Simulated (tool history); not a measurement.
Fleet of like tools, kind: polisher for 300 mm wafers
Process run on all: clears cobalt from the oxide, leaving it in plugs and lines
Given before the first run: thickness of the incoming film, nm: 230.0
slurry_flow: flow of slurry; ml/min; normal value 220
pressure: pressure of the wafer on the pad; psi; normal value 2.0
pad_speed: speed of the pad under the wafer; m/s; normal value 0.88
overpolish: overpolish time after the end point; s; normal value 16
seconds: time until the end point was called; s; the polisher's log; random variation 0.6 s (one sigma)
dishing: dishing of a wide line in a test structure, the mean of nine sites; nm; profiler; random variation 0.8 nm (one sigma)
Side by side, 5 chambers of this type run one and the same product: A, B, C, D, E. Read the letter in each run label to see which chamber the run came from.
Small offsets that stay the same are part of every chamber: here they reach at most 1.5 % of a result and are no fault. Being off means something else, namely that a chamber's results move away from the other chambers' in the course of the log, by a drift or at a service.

run,hour,slurry_flow,pressure,pad_speed,overpolish,seconds,dishing
# hour 3.5: chamber B: worn pad replaced by a new one
1E,10.6,220,2.0,0.88,16,44.003,41.850
2C,21.6,220,2.0,0.88,16,44.555,42.698
3B,31.1,220,2.0,0.88,16,46.373,42.722
4A,40.3,220,2.0,0.88,16,45.043,41.323
# hour 42.4: chamber C: worn pad replaced by a new one
# hour 45.0: chamber E: head pressure recalibrated
# hour 49.9: chamber E: worn pad replaced by a new one
5D,50.2,220,2.0,0.88,16,43.302,43.158
6B,57.4,220,2.0,0.88,9,45.060,30.720
7A,64.5,220,2.0,0.88,9,44.518,32.072
# hour 66.8: chamber A: worn pad replaced by a new one
8E,73.3,220,2.0,0.88,9,44.102,31.142
# hour 77.7: chamber A: slurry nozzle cleaned
9C,82.8,220,2.0,0.88,9,44.673,31.629
10D,88.8,220,2.0,0.88,9,44.661,31.127
11D,100.8,250,1.7,0.88,16,51.795,40.400
# hour 101.4: chamber B: worn pad replaced by a new one
# hour 110.2: chamber D: worn pad replaced by a new one
12A,112.2,250,1.7,0.88,16,51.307,39.595
13E,123.7,250,1.7,0.88,16,50.699,39.772
14B,129.9,250,1.7,0.88,16,52.484,39.235
15C,141.1,250,1.7,0.88,16,51.882,40.325
# hour 142.0: chamber E: worn pad replaced by a new one
# hour 149.7: chamber C: worn pad replaced by a new one
16E,153.2,220,2.0,0.88,25,43.438,50.845
# hour 154.6: chamber A: worn pad replaced by a new one
# hour 156.8: chamber E: slurry nozzle cleaned
17C,158.9,220,2.0,0.88,25,44.826,49.046
18D,168.3,220,2.0,0.88,25,45.966,49.088
19A,176.6,220,2.0,0.88,25,45.122,49.458
20B,185.0,220,2.0,0.88,25,45.718,51.616
21C,197.6,220,2.0,0.88,16,44.191,42.556
22B,204.7,220,2.0,0.88,16,46.160,42.707
# hour 208.3: chamber B: worn pad replaced by a new one
# hour 209.0: chamber D: worn pad replaced by a new one
23D,215.4,220,2.3,1.02,16,33.337,45.836
24A,227.0,220,2.3,1.02,16,33.876,47.474
# hour 230.9: chamber E: worn pad replaced by a new one
# hour 232.2: chamber B: slurry nozzle cleaned
25E,235.6,220,2.3,1.02,16,33.166,46.555
# hour 237.9: chamber A: worn pad replaced by a new one
26E,244.2,220,2.3,1.02,16,33.255,47.372
# hour 256.5: chamber C: worn pad replaced by a new one
27B,257.2,220,2.3,1.02,16,33.911,47.327
28C,263.6,220,2.0,0.88,16,45.063,42.831
29A,272.6,220,2.0,0.88,16,45.439,43.915
30D,280.0,220,2.0,0.88,16,43.702,42.308
31B,291.3,220,2.0,0.88,16,45.470,43.093

All chambers now run identical settings, listed one chamber a line with results as question marks. What results will each chamber show?
32A,300.8,220,2.0,0.88,16,?,?
32B,300.8,220,2.0,0.88,16,?,?
32C,300.8,220,2.0,0.88,16,?,?
32D,300.8,220,2.0,0.88,16,?,?
32E,300.8,220,2.0,0.88,16,?,?

run,seconds,dishing
32A,45.238,43.602
32B,43.635,42.414
32C,44.547,42.211
32D,43.689,43.496
32E,44.102,42.411

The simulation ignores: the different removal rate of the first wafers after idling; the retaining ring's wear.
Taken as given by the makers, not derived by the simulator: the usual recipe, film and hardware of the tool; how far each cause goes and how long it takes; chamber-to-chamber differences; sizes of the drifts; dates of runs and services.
